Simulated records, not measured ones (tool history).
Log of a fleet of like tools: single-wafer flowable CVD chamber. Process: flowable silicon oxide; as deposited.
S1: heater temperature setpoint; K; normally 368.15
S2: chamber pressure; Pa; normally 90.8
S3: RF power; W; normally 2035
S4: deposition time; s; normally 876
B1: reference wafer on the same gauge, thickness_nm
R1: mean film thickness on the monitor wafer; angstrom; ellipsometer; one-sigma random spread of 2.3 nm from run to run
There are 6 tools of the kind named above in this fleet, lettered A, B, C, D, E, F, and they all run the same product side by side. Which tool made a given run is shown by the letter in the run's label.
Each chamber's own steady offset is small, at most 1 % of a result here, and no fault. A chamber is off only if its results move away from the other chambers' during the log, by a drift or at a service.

Run 1A, day 0.221: usual settings; B1 582.25. Result: R1 5054.5 angstrom.
Run 2C, day 0.521: usual settings; B1 582.67. Result: R1 5012.6 angstrom.
Run 3E, day 0.875: usual settings; B1 583.28. Result: R1 5096.2 angstrom.
Run 4B, day 1.283: usual settings; B1 583.06. Result: R1 5061.0 angstrom.
Run 5F, day 1.592: usual settings; B1 583.85. Result: R1 5102.7 angstrom.
Run 6D, day 2.088: usual settings; B1 583.51. Result: R1 5105.2 angstrom.
Run 7C, day 2.325: usual settings; B1 583.98. Result: R1 5021.9 angstrom.
Run 8B, day 2.829: usual settings; B1 582.46. Result: R1 5027.5 angstrom.
Run 9F, day 3.229: usual settings; B1 582.85. Result: R1 5071.2 angstrom.
Run 10A, day 3.562: usual settings; B1 582.66. Result: R1 5107.7 angstrom.
Run 11E, day 3.958: usual settings; B1 583.15. Result: R1 5117.2 angstrom.
Run 12D, day 4.279: usual settings; B1 582.98. Result: R1 5141.4 angstrom.
Run 13C, day 4.525: usual settings; B1 582.86. Result: R1 5007.9 angstrom.
Run 14B, day 4.838: usual settings; B1 583.23. Result: R1 5095.1 angstrom.
Run 15A, day 5.321: usual settings; B1 583.41. Result: R1 5098.9 angstrom.
Run 16D, day 5.650: usual settings; B1 582.93. Result: R1 5113.1 angstrom.
Run 17F, day 5.892: usual settings; B1 583.30. Result: R1 5036.9 angstrom.
Run 18E, day 6.271: usual settings; B1 582.47. Result: R1 5178.2 angstrom.
Run 19E, day 6.733: usual settings; B1 583.41. Result: R1 5145.2 angstrom.
Run 20B, day 7.162: usual settings; B1 583.16. Result: R1 5048.6 angstrom.
Run 21C, day 7.642: usual settings; B1 582.93. Result: R1 5006.1 angstrom.
Run 22D, day 7.975: usual settings; B1 582.58. Result: R1 5147.3 angstrom.
Run 23A, day 8.362: usual settings; B1 582.35. Result: R1 5092.0 angstrom.
Run 24F, day 8.592: usual settings; B1 583.23. Result: R1 5067.7 angstrom.
Run 25D, day 8.925: usual settings but S2 101.3 Pa, S3 1825 W; B1 583.37. Result: R1 5828.0 angstrom.
Run 26F, day 9.417: usual settings but S2 101.3 Pa, S3 1825 W; B1 582.95. Result: R1 5703.4 angstrom.
Run 27A, day 9.829: usual settings but S2 101.3 Pa, S3 1825 W; B1 583.23. Result: R1 5709.9 angstrom.
Run 28E, day 10.275: usual settings but S2 101.3 Pa, S3 1825 W; B1 583.05. Result: R1 5807.4 angstrom.
Run 29B, day 10.508: usual settings but S2 101.3 Pa, S3 1825 W; B1 582.44. Result: R1 5718.7 angstrom.
At day 10.583: chamber C: capacitance manometer re-zeroed and calibrated.
Run 30C, day 10.962: usual settings but S2 101.3 Pa, S3 1825 W; B1 582.85. Result: R1 5658.1 angstrom.
Run 31A, day 11.283: usual settings; B1 583.30. Result: R1 5105.6 angstrom.
Run 32C, day 11.642: usual settings; B1 582.74. Result: R1 5018.2 angstrom.
Run 33D, day 12.008: usual settings; B1 583.19. Result: R1 5125.1 angstrom.
Run 34F, day 12.408: usual settings; B1 582.63. Result: R1 5087.3 angstrom.
Run 35B, day 12.908: usual settings; B1 582.84. Result: R1 5057.9 angstrom.
Run 36E, day 13.329: usual settings; B1 582.62. Result: R1 5099.1 angstrom.
Run 37A, day 13.692: usual settings; B1 583.23. Result: R1 5091.2 angstrom.
Run 38D, day 14.167: usual settings but S1 355.15 K; B1 582.53. Result: R1 7718.0 angstrom.
Run 39C, day 14.421: usual settings but S1 355.15 K; B1 583.38. Result: R1 7465.8 angstrom.
Run 40F, day 14.779: usual settings but S1 355.15 K; B1 583.03. Result: R1 7593.1 angstrom.
Run 41B, day 15.200: usual settings but S1 355.15 K; B1 582.97. Result: R1 7574.4 angstrom.
Run 42E, day 15.592: usual settings but S1 355.15 K; B1 582.71. Result: R1 7638.8 angstrom.
Run 43D, day 15.967: usual settings but S1 355.15 K; B1 583.65. Result: R1 7724.6 angstrom.
Run 44A, day 16.462: usual settings; B1 582.89. Result: R1 5040.2 angstrom.

The same settings go to every chamber for the next run, one line per chamber below. Forecast the results for each:
Run 45A, day 16.825: usual settings but S3 2175 W. Result: R1 ?.
Run 45B, day 16.825: usual settings but S3 2175 W. Result: R1 ?.
Run 45C, day 16.825: usual settings but S3 2175 W. Result: R1 ?.
Run 45D, day 16.825: usual settings but S3 2175 W. Result: R1 ?.
Run 45E, day 16.825: usual settings but S3 2175 W. Result: R1 ?.
Run 45F, day 16.825: usual settings but S3 2175 W. Result: R1 ?.

run      R1
45A  5174.5
45B  5113.1
45C  5063.8
45D  5192.9
45E  5183.3
45F  5096.6
